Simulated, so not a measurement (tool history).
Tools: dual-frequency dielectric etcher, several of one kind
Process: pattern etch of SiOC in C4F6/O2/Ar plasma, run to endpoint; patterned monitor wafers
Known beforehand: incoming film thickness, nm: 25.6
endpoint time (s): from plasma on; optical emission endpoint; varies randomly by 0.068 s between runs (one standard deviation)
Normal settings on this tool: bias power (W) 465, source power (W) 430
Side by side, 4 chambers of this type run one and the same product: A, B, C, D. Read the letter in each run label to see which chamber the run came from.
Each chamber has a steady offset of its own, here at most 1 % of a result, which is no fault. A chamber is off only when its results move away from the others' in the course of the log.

run     day  bias power (W)  source power (W)  hours since the last wet clean  hours since the last bias power generator calibration  hours since the last source power generator calibration  endpoint time (s)
 1A   0.242             465               430                           467.3                                                 1897.9                                                    356.1             8.5160
 2B   0.525             465               430                            98.4                                                 3024.6                                                   1164.9             8.5822
 3D   0.971             465               430                           159.7                                                  642.6                                                   3964.3             8.6596
 4C   1.304             465               430                           167.1                                                  739.7                                                   1742.7             8.5979
 5A   1.775             465               430                           504.1                                                 1934.7                                                    392.9             8.5757
      1.921  -- chamber A: wet clean of the chamber
 6D   2.112             465               430                           187.1                                                  670.0                                                   3991.7             8.5911
 7B   2.546             465               430                           146.9                                                 3073.1                                                   1213.4             8.7694
 8C   2.962             465               430                           206.9                                                  779.5                                                   1782.5             8.6154
 9D   3.258             465               430                           214.6                                                  697.5                                                   4019.2             8.6058
10C   3.533             465               430                           220.6                                                  793.2                                                   1796.2             8.6165
11A   3.971             465               430                            49.3                                                 1987.4                                                    445.6             8.5802
12B   4.421             465               430                           191.9                                                 3118.1                                                   1258.4             8.6722
13A   4.808             465               430                            69.4                                                 2007.5                                                    465.7             8.6733
14D   5.088             465               430                           258.5                                                  741.4                                                   4063.1             8.5730
15B   5.321             465               430                           213.5                                                 3139.7                                                   1280.0             8.6846
16C   5.817             465               430                           275.4                                                  848.0                                                   1851.0             8.7751
17A   6.054             465               430                            99.3                                                 2037.4                                                    495.6             8.4931
18C   6.542             465               430                           292.8                                                  865.4                                                   1868.4             8.6025
19B   6.908             465               430                           251.6                                                 3177.8                                                   1318.1             8.6218
20D   7.392             465               430                           313.8                                                  796.7                                                   4118.4             8.7099
21A   7.746             465               430                           139.9                                                 2078.0                                                    536.2             8.6239
22C   8.138             465               430                           331.1                                                  903.7                                                   1906.7             8.6854
23B   8.500             465               430                           289.8                                                 3216.0                                                   1356.3             8.6192
24D   8.896             546               430                           349.9                                                  832.8                                                   4154.5             8.2345
25D   9.292             546               430                           359.4                                                  842.3                                                   4164.0             8.1468
26C   9.742             546               430                           369.6                                                  942.2                                                   1945.2             8.2896
27A   9.962             546               430                           193.1                                                 2131.2                                                    589.4             8.0712
28B  10.367             465               430                           334.6                                                 3260.8                                                   1401.1             8.7337
29D  10.592             465               430                           390.6                                                  873.5                                                   4195.2             8.7276
30B  10.938             465               430                           348.3                                                 3274.5                                                   1414.8             8.7370
31A  11.408             465               430                           227.8                                                 2165.9                                                    624.1             8.5673
32C  11.729             465               430                           417.3                                                  989.9                                                   1992.9             8.5921
33D  12.208             465               430                           429.4                                                  912.3                                                   4234.0             8.5827

Read the log: is a single chamber off, either drifting away or since a service, is the gauge that measures every chamber drifting, or is nothing wrong beyond small per-chamber offsets? Name any odd chamber and what most likely caused it.

No chamber is off and the gauge is stable; the differences are just each chamber's small, constant offset.
